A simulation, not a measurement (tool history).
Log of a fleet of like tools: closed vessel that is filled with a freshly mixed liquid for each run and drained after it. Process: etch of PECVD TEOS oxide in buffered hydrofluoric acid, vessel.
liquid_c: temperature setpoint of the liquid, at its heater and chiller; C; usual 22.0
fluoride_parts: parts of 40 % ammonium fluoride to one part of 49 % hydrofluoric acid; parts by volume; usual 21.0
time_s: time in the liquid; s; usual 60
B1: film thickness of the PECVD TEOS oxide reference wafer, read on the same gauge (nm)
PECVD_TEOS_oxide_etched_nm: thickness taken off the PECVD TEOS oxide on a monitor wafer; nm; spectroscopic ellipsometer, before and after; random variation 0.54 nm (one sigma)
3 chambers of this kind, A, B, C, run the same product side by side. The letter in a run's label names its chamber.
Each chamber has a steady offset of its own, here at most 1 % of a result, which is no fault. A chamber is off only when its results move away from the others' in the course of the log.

Run 1A, day 0.171: usual settings; B1 99.987. Result: PECVD_TEOS_oxide_etched_nm 61.414 nm.
Run 2B, day 0.412: usual settings; B1 99.969. Result: PECVD_TEOS_oxide_etched_nm 61.082 nm.
Run 3C, day 0.704: usual settings; B1 100.000. Result: PECVD_TEOS_oxide_etched_nm 61.612 nm.
Run 4C, day 0.896: usual settings; B1 99.994. Result: PECVD_TEOS_oxide_etched_nm 62.305 nm.
Run 5B, day 1.179: usual settings; B1 99.970. Result: PECVD_TEOS_oxide_etched_nm 60.811 nm.
Run 6A, day 1.350: usual settings; B1 99.982. Result: PECVD_TEOS_oxide_etched_nm 60.316 nm.
Run 7A, day 1.492: usual settings; B1 99.992. Result: PECVD_TEOS_oxide_etched_nm 59.656 nm.
Run 8C, day 1.758: usual settings; B1 100.000. Result: PECVD_TEOS_oxide_etched_nm 61.268 nm.
Run 9B, day 1.900: usual settings; B1 100.010. Result: PECVD_TEOS_oxide_etched_nm 61.491 nm.
Run 10C, day 2.100: usual settings; B1 99.976. Result: PECVD_TEOS_oxide_etched_nm 61.161 nm.
Run 11B, day 2.262: usual settings but fluoride_parts 13.5 parts by volume; B1 100.020. Result: PECVD_TEOS_oxide_etched_nm 93.108 nm.
Run 12A, day 2.438: usual settings but fluoride_parts 13.5 parts by volume; B1 100.020. Result: PECVD_TEOS_oxide_etched_nm 92.512 nm.
Run 13B, day 2.625: usual settings but fluoride_parts 13.5 parts by volume; B1 99.972. Result: PECVD_TEOS_oxide_etched_nm 91.102 nm.
Run 14A, day 2.846: usual settings but liquid_c 17.5 C; B1 99.994. Result: PECVD_TEOS_oxide_etched_nm 47.224 nm.
Run 15C, day 3.079: usual settings but liquid_c 17.5 C; B1 100.030. Result: PECVD_TEOS_oxide_etched_nm 48.089 nm.
Run 16B, day 3.262: usual settings but liquid_c 17.5 C; B1 100.010. Result: PECVD_TEOS_oxide_etched_nm 46.618 nm.
Run 17A, day 3.442: usual settings; B1 100.020. Result: PECVD_TEOS_oxide_etched_nm 60.452 nm.
Run 18C, day 3.696: usual settings; B1 99.969. Result: PECVD_TEOS_oxide_etched_nm 61.444 nm.
Run 19B, day 3.862: usual settings but liquid_c 24.0 C; B1 100.010. Result: PECVD_TEOS_oxide_etched_nm 65.202 nm.
Run 20C, day 4.125: usual settings but liquid_c 24.0 C; B1 100.020. Result: PECVD_TEOS_oxide_etched_nm 69.098 nm.
Run 21A, day 4.342: usual settings but liquid_c 24.0 C; B1 99.969. Result: PECVD_TEOS_oxide_etched_nm 67.935 nm.
Run 22B, day 4.604: usual settings but time_s 70 s; B1 100.010. Result: PECVD_TEOS_oxide_etched_nm 68.124 nm.
Run 23C, day 4.846: usual settings but time_s 70 s; B1 100.010. Result: PECVD_TEOS_oxide_etched_nm 71.100 nm.
Run 24A, day 5.029: usual settings but time_s 70 s; B1 99.996. Result: PECVD_TEOS_oxide_etched_nm 70.138 nm.
Run 25A, day 5.296: usual settings; B1 99.991. Result: PECVD_TEOS_oxide_etched_nm 60.074 nm.
Run 26C, day 5.479: usual settings; B1 99.987. Result: PECVD_TEOS_oxide_etched_nm 61.357 nm.
At day 5.521: chamber C: hydrofluoric acid flow meter replaced.
Run 27B, day 5.712: usual settings; B1 100.010. Result: PECVD_TEOS_oxide_etched_nm 56.753 nm.
Run 28B, day 5.971: usual settings; B1 100.020. Result: PECVD_TEOS_oxide_etched_nm 56.451 nm.
Run 29C, day 6.104: usual settings; B1 100.000. Result: PECVD_TEOS_oxide_etched_nm 61.884 nm.

Is one chamber off against the others, does the gauge drift, or is nothing wrong? If a chamber is off, say which, and what the likeliest cause is.

Chamber B drifts away from the others.
Cause: hydrofluoric acid flow below the setpoint (%) = 12.
The log may not tell that from: liquid colder than its thermometer reads (K).

Here are 4 candidates for chamber B's next run, each the usual settings with a change, their results left as question marks. Which one brings its results back in line with what the others give on the usual settings?
In line means no further than this from the other chambers' mean on the usual settings: PECVD_TEOS_oxide_etched_nm 1.900 nm
Run 30B-1, day 6.317: usual settings but time_s 65 s. Result: PECVD_TEOS_oxide_etched_nm ?.
Run 30B-2, day 6.317: usual settings but fluoride_parts 22.0 parts by volume. Result: PECVD_TEOS_oxide_etched_nm ?.
Run 30B-3, day 6.317: usual settings but fluoride_parts 20.0 parts by volume. Result: PECVD_TEOS_oxide_etched_nm ?.
Run 30B-4, day 6.317: usual settings but time_s 55 s. Result: PECVD_TEOS_oxide_etched_nm ?.

The other chambers' mean on the usual settings: PECVD_TEOS_oxide_etched_nm 61.169 nm
  run  PECVD_TEOS_oxide_etched_nm
30B-1                      60.408
30B-2                      53.975
30B-3                      57.700
30B-4                      51.114
30B-1 brings the chamber back in line.

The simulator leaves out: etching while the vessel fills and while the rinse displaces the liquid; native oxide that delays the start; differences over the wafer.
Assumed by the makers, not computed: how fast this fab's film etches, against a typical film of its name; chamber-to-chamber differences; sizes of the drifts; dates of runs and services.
